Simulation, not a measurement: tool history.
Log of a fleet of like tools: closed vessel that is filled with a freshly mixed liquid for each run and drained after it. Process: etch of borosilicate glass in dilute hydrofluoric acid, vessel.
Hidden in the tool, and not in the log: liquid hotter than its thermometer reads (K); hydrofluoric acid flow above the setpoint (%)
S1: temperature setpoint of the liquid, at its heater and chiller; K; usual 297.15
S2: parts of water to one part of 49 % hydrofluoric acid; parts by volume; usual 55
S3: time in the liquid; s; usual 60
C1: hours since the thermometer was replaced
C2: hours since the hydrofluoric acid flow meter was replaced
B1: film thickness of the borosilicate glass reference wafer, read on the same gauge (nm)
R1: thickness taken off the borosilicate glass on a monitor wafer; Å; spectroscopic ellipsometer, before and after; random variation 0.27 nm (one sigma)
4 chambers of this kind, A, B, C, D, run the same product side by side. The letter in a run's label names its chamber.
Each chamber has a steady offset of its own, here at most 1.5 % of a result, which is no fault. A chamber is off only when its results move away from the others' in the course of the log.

Run 1B, hour 4.5: usual settings; C1 1549.8; C2 104.7; B1 100.010. Result: R1 331.70 Å.
Run 2A, hour 7.3: usual settings; C1 882.8; C2 443.2; B1 99.956. Result: R1 326.02 Å.
Run 3D, hour 12.3: usual settings; C1 527.1; C2 355.8; B1 99.989. Result: R1 323.85 Å.
Run 4C, hour 16.1: usual settings; C1 1238.5; C2 554.6; B1 99.999. Result: R1 325.76 Å.
Run 5A, hour 21.4: usual settings; C1 896.9; C2 457.3; B1 100.030. Result: R1 328.27 Å.
Run 6D, hour 25.9: usual settings; C1 540.7; C2 369.4; B1 100.010. Result: R1 327.09 Å.
Run 7C, hour 29.0: usual settings; C1 1251.4; C2 567.5; B1 99.974. Result: R1 324.25 Å.
Run 8B, hour 34.0: usual settings; C1 1579.3; C2 134.2; B1 99.990. Result: R1 327.39 Å.
Run 9A, hour 39.9: usual settings; C1 915.4; C2 475.8; B1 100.000. Result: R1 328.06 Å.
Run 10B, hour 43.0: usual settings; C1 1588.3; C2 143.2; B1 99.972. Result: R1 329.36 Å.
Run 11D, hour 47.8: usual settings; C1 562.6; C2 391.3; B1 100.010. Result: R1 322.54 Å.
Run 12C, hour 51.7: usual settings; C1 1274.1; C2 590.2; B1 99.996. Result: R1 322.94 Å.
Run 13D, hour 56.3: usual settings; C1 571.1; C2 399.8; B1 99.990. Result: R1 326.16 Å.
Run 14B, hour 62.1: usual settings; C1 1607.4; C2 162.3; B1 99.968. Result: R1 325.73 Å.
At hour 64.2: chamber D: thermometer replaced.
Run 15A, hour 65.4: usual settings; C1 940.9; C2 501.3; B1 100.010. Result: R1 336.50 Å.
Run 16C, hour 68.4: usual settings but S1 301.15 K, S2 40 parts by volume; C1 1290.8; C2 606.9; B1 100.020. Result: R1 538.39 Å.
Run 17B, hour 72.9: usual settings but S1 301.15 K, S2 40 parts by volume; C1 1618.2; C2 173.1; B1 99.997. Result: R1 538.72 Å.
Run 18D, hour 77.3: usual settings but S1 301.15 K, S2 40 parts by volume; C1 13.1; C2 420.8; B1 99.966. Result: R1 524.42 Å.
Run 19C, hour 79.9: usual settings but S1 301.15 K, S2 40 parts by volume; C1 1302.3; C2 618.4; B1 99.979. Result: R1 544.16 Å.
Run 20A, hour 84.0: usual settings; C1 959.5; C2 519.9; B1 100.030. Result: R1 338.26 Å.
Run 21D, hour 87.6: usual settings; C1 23.4; C2 431.1; B1 100.000. Result: R1 320.68 Å.
Run 22A, hour 93.4: usual settings; C1 968.9; C2 529.3; B1 100.030. Result: R1 337.08 Å.
Run 23B, hour 99.2: usual settings; C1 1644.5; C2 199.4; B1 100.020. Result: R1 329.75 Å.
Run 24C, hour 103.6: usual settings; C1 1326.0; C2 642.1; B1 99.989. Result: R1 327.51 Å.
Run 25D, hour 109.0: usual settings; C1 44.8; C2 452.5; B1 100.000. Result: R1 324.43 Å.
Run 26B, hour 114.7: usual settings; C1 1660.0; C2 214.9; B1 100.040. Result: R1 324.21 Å.
Run 27C, hour 118.3: usual settings but S1 294.15 K, S3 80 s; C1 1340.7; C2 656.8; B1 100.010. Result: R1 375.97 Å.
Run 28A, hour 121.1: usual settings but S1 294.15 K, S3 80 s; C1 996.6; C2 557.0; B1 100.000. Result: R1 402.14 Å.
Run 29B, hour 124.3: usual settings but S1 294.15 K, S3 80 s; C1 1669.6; C2 224.5; B1 100.000. Result: R1 385.70 Å.
Run 30C, hour 129.6: usual settings but S1 294.15 K, S3 80 s; C1 1352.0; C2 668.1; B1 100.000. Result: R1 380.24 Å.
Run 31D, hour 133.6: usual settings; C1 69.4; C2 477.1; B1 100.020. Result: R1 321.50 Å.
Run 32A, hour 139.1: usual settings; C1 1014.6; C2 575.0; B1 99.987. Result: R1 354.47 Å.
Run 33D, hour 143.7: usual settings; C1 79.5; C2 487.2; B1 99.968. Result: R1 322.97 Å.
Run 34C, hour 148.6: usual settings; C1 1371.0; C2 687.1; B1 100.000. Result: R1 320.50 Å.
Run 35A, hour 152.5: usual settings; C1 1028.0; C2 588.4; B1 100.000. Result: R1 348.80 Å.
Run 36B, hour 155.8: usual settings; C1 1701.1; C2 256.0; B1 100.030. Result: R1 329.44 Å.
Run 37C, hour 161.1: usual settings; C1 1383.5; C2 699.6; B1 100.040. Result: R1 327.43 Å.
Run 38D, hour 166.5: usual settings; C1 102.3; C2 510.0; B1 99.979. Result: R1 325.63 Å.
Run 39A, hour 172.2: usual settings; C1 1047.7; C2 608.1; B1 100.010. Result: R1 352.28 Å.
Run 40B, hour 176.8: usual settings; C1 1722.1; C2 277.0; B1 99.978. Result: R1 330.82 Å.

All 4 chambers run these settings next. Forecast each chamber's results:
Run 41A, hour 181.1: usual settings but S1 294.65 K. Result: R1 ?.
Run 41B, hour 181.1: usual settings but S1 294.65 K. Result: R1 ?.
Run 41C, hour 181.1: usual settings but S1 294.65 K. Result: R1 ?.
Run 41D, hour 181.1: usual settings but S1 294.65 K. Result: R1 ?.

run      R1
41A  313.97
41B  294.32
41C  293.63
41D  290.43

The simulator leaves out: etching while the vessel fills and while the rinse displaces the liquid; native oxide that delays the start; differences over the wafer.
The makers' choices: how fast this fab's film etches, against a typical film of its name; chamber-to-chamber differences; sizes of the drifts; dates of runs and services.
